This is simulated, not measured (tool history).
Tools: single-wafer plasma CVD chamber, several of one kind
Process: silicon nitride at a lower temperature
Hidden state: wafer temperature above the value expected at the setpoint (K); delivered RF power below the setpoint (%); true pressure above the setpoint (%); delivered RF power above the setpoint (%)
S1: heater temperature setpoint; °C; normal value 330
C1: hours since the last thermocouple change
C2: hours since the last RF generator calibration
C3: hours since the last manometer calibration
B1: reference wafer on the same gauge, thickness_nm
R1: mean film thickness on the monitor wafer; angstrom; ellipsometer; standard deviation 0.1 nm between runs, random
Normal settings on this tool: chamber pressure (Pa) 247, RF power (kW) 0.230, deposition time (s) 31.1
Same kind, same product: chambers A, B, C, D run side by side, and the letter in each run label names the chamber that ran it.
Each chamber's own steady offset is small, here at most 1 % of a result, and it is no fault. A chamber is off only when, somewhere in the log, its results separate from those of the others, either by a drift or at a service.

{"run": "1D", "hour": 8.9, "S1": 330, "chamber pressure (Pa)": 247, "RF power (kW)": 0.23, "deposition time (s)": 31.1, "C1": 1109.9, "C2": 412.0, "C3": 1929.3, "B1": 35.606, "R1": 318.28}
{"run": "2C", "hour": 17.3, "S1": 330, "chamber pressure (Pa)": 247, "RF power (kW)": 0.23, "deposition time (s)": 31.1, "C1": 869.9, "C2": 1774.1, "C3": 389.4, "B1": 35.594, "R1": 319.35}
{"run": "3B", "hour": 24.8, "S1": 330, "chamber pressure (Pa)": 247, "RF power (kW)": 0.23, "deposition time (s)": 31.1, "C1": 1167.2, "C2": 886.0, "C3": 1128.5, "B1": 35.58, "R1": 317.79}
{"run": "4A", "hour": 30.5, "S1": 330, "chamber pressure (Pa)": 247, "RF power (kW)": 0.23, "deposition time (s)": 31.1, "C1": 2065.8, "C2": 480.3, "C3": 372.5, "B1": 35.622, "R1": 320.57}
{"run": "5D", "hour": 36.9, "S1": 330, "chamber pressure (Pa)": 247, "RF power (kW)": 0.23, "deposition time (s)": 31.1, "C1": 1137.9, "C2": 440.0, "C3": 1957.3, "B1": 35.572, "R1": 318.65}
{"run": "6B", "hour": 44.9, "S1": 330, "chamber pressure (Pa)": 247, "RF power (kW)": 0.23, "deposition time (s)": 31.1, "C1": 1187.3, "C2": 906.1, "C3": 1148.6, "B1": 35.639, "R1": 317.84}
{"run": "7A", "hour": 53.3, "S1": 330, "chamber pressure (Pa)": 247, "RF power (kW)": 0.23, "deposition time (s)": 31.1, "C1": 2088.6, "C2": 503.1, "C3": 395.3, "B1": 35.604, "R1": 320.34}
{"hour": 53.4, "done": "chamber B: RF generator calibrated"}
{"run": "8C", "hour": 61.8, "S1": 330, "chamber pressure (Pa)": 247, "RF power (kW)": 0.23, "deposition time (s)": 35.8, "C1": 914.4, "C2": 1818.6, "C3": 433.9, "B1": 35.592, "R1": 367.56}
{"run": "9D", "hour": 68.1, "S1": 330, "chamber pressure (Pa)": 247, "RF power (kW)": 0.23, "deposition time (s)": 35.8, "C1": 1169.1, "C2": 471.2, "C3": 1988.5, "B1": 35.598, "R1": 366.81}
{"run": "10A", "hour": 77.1, "S1": 330, "chamber pressure (Pa)": 247, "RF power (kW)": 0.23, "deposition time (s)": 35.8, "C1": 2112.4, "C2": 526.9, "C3": 419.1, "B1": 35.601, "R1": 367.91}
{"hour": 79.4, "done": "chamber D: capacitance manometer re-zeroed and calibrated"}
{"run": "11C", "hour": 86.4, "S1": 330, "chamber pressure (Pa)": 247, "RF power (kW)": 0.23, "deposition time (s)": 35.8, "C1": 939.0, "C2": 1843.2, "C3": 458.5, "B1": 35.585, "R1": 368.07}
{"run": "12B", "hour": 94.7, "S1": 330, "chamber pressure (Pa)": 247, "RF power (kW)": 0.23, "deposition time (s)": 31.1, "C1": 1237.1, "C2": 41.4, "C3": 1198.4, "B1": 35.623, "R1": 320.51}
{"run": "13C", "hour": 100.6, "S1": 330, "chamber pressure (Pa)": 247, "RF power (kW)": 0.23, "deposition time (s)": 31.1, "C1": 953.2, "C2": 1857.4, "C3": 472.7, "B1": 35.598, "R1": 318.68}
{"run": "14D", "hour": 105.1, "S1": 330, "chamber pressure (Pa)": 247, "RF power (kW)": 0.23, "deposition time (s)": 31.1, "C1": 1206.1, "C2": 508.2, "C3": 25.8, "B1": 35.626, "R1": 317.7}
{"run": "15B", "hour": 112.2, "S1": 330, "chamber pressure (Pa)": 247, "RF power (kW)": 0.23, "deposition time (s)": 31.1, "C1": 1254.6, "C2": 58.9, "C3": 1215.9, "B1": 35.593, "R1": 317.8}
{"run": "16A", "hour": 121.0, "S1": 330, "chamber pressure (Pa)": 247, "RF power (kW)": 0.23, "deposition time (s)": 31.1, "C1": 2156.3, "C2": 570.8, "C3": 463.0, "B1": 35.608, "R1": 317.35}
{"run": "17B", "hour": 130.1, "S1": 330, "chamber pressure (Pa)": 247, "RF power (kW)": 0.23, "deposition time (s)": 31.1, "C1": 1272.5, "C2": 76.8, "C3": 1233.8, "B1": 35.618, "R1": 318.64}
{"run": "18D", "hour": 134.6, "S1": 330, "chamber pressure (Pa)": 247, "RF power (kW)": 0.23, "deposition time (s)": 31.1, "C1": 1235.6, "C2": 537.7, "C3": 55.3, "B1": 35.617, "R1": 319.62}
{"run": "19C", "hour": 141.6, "S1": 330, "chamber pressure (Pa)": 247, "RF power (kW)": 0.23, "deposition time (s)": 31.1, "C1": 994.2, "C2": 1898.4, "C3": 513.7, "B1": 35.577, "R1": 318.62}
{"run": "20A", "hour": 151.3, "S1": 330, "chamber pressure (Pa)": 247, "RF power (kW)": 0.23, "deposition time (s)": 31.1, "C1": 2186.6, "C2": 601.1, "C3": 493.3, "B1": 35.609, "R1": 316.38}
{"run": "21D", "hour": 160.5, "S1": 330, "chamber pressure (Pa)": 247, "RF power (kW)": 0.265, "deposition time (s)": 33.6, "C1": 1261.5, "C2": 563.6, "C3": 81.2, "B1": 35.597, "R1": 379.88}
{"run": "22A", "hour": 169.2, "S1": 330, "chamber pressure (Pa)": 247, "RF power (kW)": 0.265, "deposition time (s)": 33.6, "C1": 2204.5, "C2": 619.0, "C3": 511.2, "B1": 35.636, "R1": 379.45}
{"run": "23B", "hour": 173.9, "S1": 330, "chamber pressure (Pa)": 247, "RF power (kW)": 0.265, "deposition time (s)": 33.6, "C1": 1316.3, "C2": 120.6, "C3": 1277.6, "B1": 35.61, "R1": 378.6}
{"run": "24C", "hour": 182.0, "S1": 330, "chamber pressure (Pa)": 247, "RF power (kW)": 0.265, "deposition time (s)": 33.6, "C1": 1034.6, "C2": 1938.8, "C3": 554.1, "B1": 35.601, "R1": 384.56}
{"run": "25A", "hour": 186.7, "S1": 330, "chamber pressure (Pa)": 247, "RF power (kW)": 0.23, "deposition time (s)": 31.1, "C1": 2222.0, "C2": 636.5, "C3": 528.7, "B1": 35.62, "R1": 315.14}
{"run": "26C", "hour": 195.3, "S1": 330, "chamber pressure (Pa)": 247, "RF power (kW)": 0.23, "deposition time (s)": 31.1, "C1": 1047.9, "C2": 1952.1, "C3": 567.4, "B1": 35.586, "R1": 320.97}
{"run": "27D", "hour": 204.8, "S1": 330, "chamber pressure (Pa)": 247, "RF power (kW)": 0.23, "deposition time (s)": 31.1, "C1": 1305.8, "C2": 607.9, "C3": 125.5, "B1": 35.594, "R1": 320.52}
{"run": "28B", "hour": 212.6, "S1": 330, "chamber pressure (Pa)": 247, "RF power (kW)": 0.23, "deposition time (s)": 31.1, "C1": 1355.0, "C2": 159.3, "C3": 1316.3, "B1": 35.611, "R1": 319.79}
{"run": "29B", "hour": 218.4, "S1": 330, "chamber pressure (Pa)": 247, "RF power (kW)": 0.23, "deposition time (s)": 31.1, "C1": 1360.8, "C2": 165.1, "C3": 1322.1, "B1": 35.611, "R1": 319.54}
{"run": "30A", "hour": 224.8, "S1": 330, "chamber pressure (Pa)": 247, "RF power (kW)": 0.23, "deposition time (s)": 31.1, "C1": 2260.1, "C2": 674.6, "C3": 566.8, "B1": 35.599, "R1": 315.18}
{"hour": 230.3, "done": "chamber C: thermocouple changed; heater temperature recalibrated"}
{"run": "31D", "hour": 233.8, "S1": 330, "chamber pressure (Pa)": 247, "RF power (kW)": 0.23, "deposition time (s)": 31.1, "C1": 1334.8, "C2": 636.9, "C3": 154.5, "B1": 35.61, "R1": 315.66}
{"run": "32C", "hour": 242.3, "S1": 330, "chamber pressure (Pa)": 247, "RF power (kW)": 0.23, "deposition time (s)": 31.1, "C1": 12.1, "C2": 1999.1, "C3": 614.4, "B1": 35.582, "R1": 319.16}
{"run": "33C", "hour": 251.7, "S1": 330, "chamber pressure (Pa)": 247, "RF power (kW)": 0.23, "deposition time (s)": 31.1, "C1": 21.5, "C2": 2008.5, "C3": 623.8, "B1": 35.599, "R1": 321.66}
{"run": "34B", "hour": 258.1, "S1": 330, "chamber pressure (Pa)": 247, "RF power (kW)": 0.23, "deposition time (s)": 31.1, "C1": 1400.5, "C2": 204.8, "C3": 1361.8, "B1": 35.62, "R1": 319.49}
{"run": "35A", "hour": 264.2, "S1": 330, "chamber pressure (Pa)": 247, "RF power (kW)": 0.23, "deposition time (s)": 31.1, "C1": 2299.5, "C2": 714.0, "C3": 606.2, "B1": 35.591, "R1": 309.37}
{"run": "36D", "hour": 269.1, "S1": 330, "chamber pressure (Pa)": 247, "RF power (kW)": 0.23, "deposition time (s)": 31.1, "C1": 1370.1, "C2": 672.2, "C3": 189.8, "B1": 35.589, "R1": 317.25}
{"run": "37D", "hour": 278.6, "S1": 330, "chamber pressure (Pa)": 247, "RF power (kW)": 0.23, "deposition time (s)": 31.1, "C1": 1379.6, "C2": 681.7, "C3": 199.3, "B1": 35.592, "R1": 318.26}
{"hour": 278.8, "done": "chamber B: capacitance manometer re-zeroed and calibrated"}
{"run": "38B", "hour": 287.1, "S1": 330, "chamber pressure (Pa)": 247, "RF power (kW)": 0.23, "deposition time (s)": 31.1, "C1": 1429.5, "C2": 233.8, "C3": 8.4, "B1": 35.603, "R1": 318.76}
{"run": "39A", "hour": 293.7, "S1": 330, "chamber pressure (Pa)": 247, "RF power (kW)": 0.23, "deposition time (s)": 31.1, "C1": 2329.0, "C2": 743.5, "C3": 635.7, "B1": 35.596, "R1": 311.06}

Does one chamber stand apart from the rest, does the shared gauge drift, or is all well apart from small per-chamber offsets? Give the chamber and the most likely cause, where there is one.

Chamber A drifts away from the others.
What lies behind it: delivered RF power below the setpoint (%) = 4.71.

Below are 4 candidate recipes for chamber A's next run, each the usual settings with a change, their results shown as question marks. Which of them brings A's results back in line with what the other chambers give on the usual settings?
In line here means within this much of the mean the other chambers give on the usual settings: R1 3.60 angstrom
{"run": "40A-1", "hour": 300.6, "S1": 330, "chamber pressure (Pa)": 247, "RF power (kW)": 0.25, "deposition time (s)": 31.1, "R1": "?"}
{"run": "40A-2", "hour": 300.6, "S1": 330, "chamber pressure (Pa)": 247, "RF power (kW)": 0.23, "deposition time (s)": 30.2, "R1": "?"}
{"run": "40A-3", "hour": 300.6, "S1": 330, "chamber pressure (Pa)": 243, "RF power (kW)": 0.225, "deposition time (s)": 30.0, "R1": "?"}
{"run": "40A-4", "hour": 300.6, "S1": 330, "chamber pressure (Pa)": 247, "RF power (kW)": 0.235, "deposition time (s)": 31.6, "R1": "?"}

Usual-settings mean across the other chambers: R1 318.85 angstrom
run=40A-1 R1=328.74
run=40A-2 R1=300.77
run=40A-3 R1=292.73
run=40A-4 R1=319.64
With 40A-4, the chamber falls back in line with the rest.
